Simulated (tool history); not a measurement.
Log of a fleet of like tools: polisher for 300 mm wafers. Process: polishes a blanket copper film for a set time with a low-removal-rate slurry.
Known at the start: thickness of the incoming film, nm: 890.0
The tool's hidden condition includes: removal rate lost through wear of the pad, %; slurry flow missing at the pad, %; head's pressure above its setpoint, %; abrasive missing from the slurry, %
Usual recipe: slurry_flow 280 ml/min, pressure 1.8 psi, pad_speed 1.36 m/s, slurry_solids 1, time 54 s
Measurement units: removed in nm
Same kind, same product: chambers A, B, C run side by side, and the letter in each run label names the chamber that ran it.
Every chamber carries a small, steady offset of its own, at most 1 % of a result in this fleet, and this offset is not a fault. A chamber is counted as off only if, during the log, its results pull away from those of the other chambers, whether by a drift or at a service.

run   hour  slurry_flow  pressure  pad_speed  slurry_solids  time  wafers polished on this pad  hours since the slurry nozzle was cleaned  hours since the head pressure was calibrated  hours since the slurry blender was calibrated  removed
 1B    4.2          280       1.8       1.36              1    54                          801                                      110.6                                          66.6                                            142   120.91
 2A   10.7          280       1.8       1.36              1    54                          109                                      128.5                                         707.9                                           91.5   117.57
 3C   14.9          280       1.8       1.36              1    54                         1155                                      587.4                                         842.6                                          149.3   117.78
 4A   21.6          280       1.8       1.36              1    54                          187                                      139.4                                         718.8                                          102.4   118.85
 5C   27.9          280       1.8       1.36              1    54                         1248                                      600.4                                         855.6                                          162.3   120.04
      31.6  -- chamber C: worn pad replaced by a new one
 6B   31.9          280       1.8       1.36              1    54                          999                                      138.3                                          94.3                                          169.7    118.6
 7C   35.6          280       1.8       1.36              1    54                           28                                      608.1                                         863.3                                            170   118.65
 8A     40          280       1.8       1.36              1    54                          319                                      157.8                                         737.2                                          120.8   120.74
      45.7  -- chamber B: worn pad replaced by a new one
 9B   46.2          280       1.8       1.36              1    54                            3                                      152.6                                         108.6                                            184   117.77
10A   49.3          280       1.8       1.36              1    54                          386                                      167.1                                         746.5                                          130.1   121.56
      49.9  -- chamber A: slurry blender recalibrated
11B   52.3          280       1.8       1.36              1    54                           47                                      158.7                                         114.7                                          190.1   116.66
12C     57          280       1.8       1.36              1    54                          182                                      629.5                                         884.7                                          191.4   118.33
13B   60.2          280       1.8       1.36              1    54                          104                                      166.6                                         122.6                                            198   118.49
      62.9  -- chamber C: head pressure recalibrated
14C   65.4          280       1.8       1.36              1    54                          242                                      637.9                                           2.6                                          199.8   119.04
15A   70.8          280       1.4       1.36            0.9    54                          540                                      188.6                                           768                                           20.9   89.447
16A   75.9          280       1.4       1.36            0.9    54                          577                                      193.7                                         773.1                                             26   90.161
        77  -- chamber A: worn pad replaced by a new one
17B   80.3          280       1.4       1.36            0.9    54                          248                                      186.7                                         142.7                                          218.1   88.807
18C   85.4          280       1.8       1.36            0.9    54                          386                                      657.9                                          22.6                                          219.8   114.29
      86.9  -- chamber C: slurry blender recalibrated
19B   91.8          280       1.8       1.36            0.9    54                          331                                      198.2                                         154.2                                          229.6   113.44
20A   97.1          280       1.8       1.36            0.9    54                          144                                      214.9                                         794.3                                           47.2   117.09
21C  101.1          280       1.8       1.36              1    54                          499                                      673.6                                          38.3                                           14.2   117.85
22C  106.2          280         2       1.36              1    54                          535                                      678.7                                          43.4                                           19.3   128.47
23A  112.1          280         2       1.36              1    54                          252                                      229.9                                         809.3                                           62.2   132.86
24B  117.1          280         2       1.36              1    54                          513                                      223.5                                         179.5                                          254.9   127.07
     117.6  -- chamber A: head pressure recalibrated
25A  120.5          280         2       1.36              1    62                          312                                      238.3                                           2.9                                           70.6   151.28
26B  123.7          280         2       1.36              1    62                          560                                      230.1                                         186.1                                          261.5   151.15
     125.6  -- chamber C: slurry nozzle cleaned
27C  129.1          280         2       1.36              1    62                          700                                        3.6                                          66.3                                           42.2   149.32
28A  135.2          280       1.8       1.36              1    54                          418                                        253                                          17.6                                           85.3   121.68
29B    141          280       1.8       1.36              1    54                          684                                      247.4                                         203.4                                          278.8   117.97
30C  145.8          280       1.8       1.36              1    54                          820                                       20.3                                            83                                           58.9    119.9
31B  150.1          280       1.8       1.36              1    54                          750                                      256.5                                         212.5                                          287.9   116.92
32A    154          280       1.8       1.36              1    54                          553                                      271.8                                          36.4                                          104.1   117.81
33C  158.9          280       1.8       1.36              1    54                          914                                       33.4                                          96.1                                             72   116.94
       162  -- chamber A: worn pad replaced by a new one
34C  164.3          280       1.4       1.36              1    54                          953                                       38.8                                         101.5                                           77.4   91.325
35A  167.5          280       1.4       1.36              1    54                           40                                      285.3                                          49.9                                          117.6   91.876
36B  170.6          280       1.4       1.36              1    54                          897                                        277                                           233                                          308.4   90.543
37C  173.9          280       1.8       1.36              1    54                         1022                                       48.4                                         111.1                                             87   117.35
38B  178.9          280       1.8       1.36              1    54                          956                                      285.3                                         241.3                                          316.7   118.14
     179.3  -- chamber A: slurry blender recalibrated
39A  183.8          280       1.8       1.36              1    54                          157                                      301.6                                          66.2                                            4.6   117.61
40B  190.1          280       1.8       1.36              1    54                         1037                                      296.5                                         252.5                                          327.9   118.14
41A  193.3          280       1.8       1.36              1    54                          225                                      311.1                                          75.7                                           14.1   120.89
42C  199.2          280       1.8       1.36              1    54                         1203                                       73.7                                         136.4                                          112.3   118.78
43C  205.6          280       1.8       1.36              1    54                         1249                                       80.1                                         142.8                                          118.7   117.44

All chambers now run identical settings, listed one chamber a line with results as question marks. What results will each chamber show?
44A  210.5          280       1.8       1.18              1    54                                                                                                                                                                             ?
44B  210.5          280       1.8       1.18              1    54                                                                                                                                                                             ?
44C  210.5          280       1.8       1.18              1    54                                                                                                                                                                             ?

run  removed
44A   104.59
44B   102.73
44C   100.72

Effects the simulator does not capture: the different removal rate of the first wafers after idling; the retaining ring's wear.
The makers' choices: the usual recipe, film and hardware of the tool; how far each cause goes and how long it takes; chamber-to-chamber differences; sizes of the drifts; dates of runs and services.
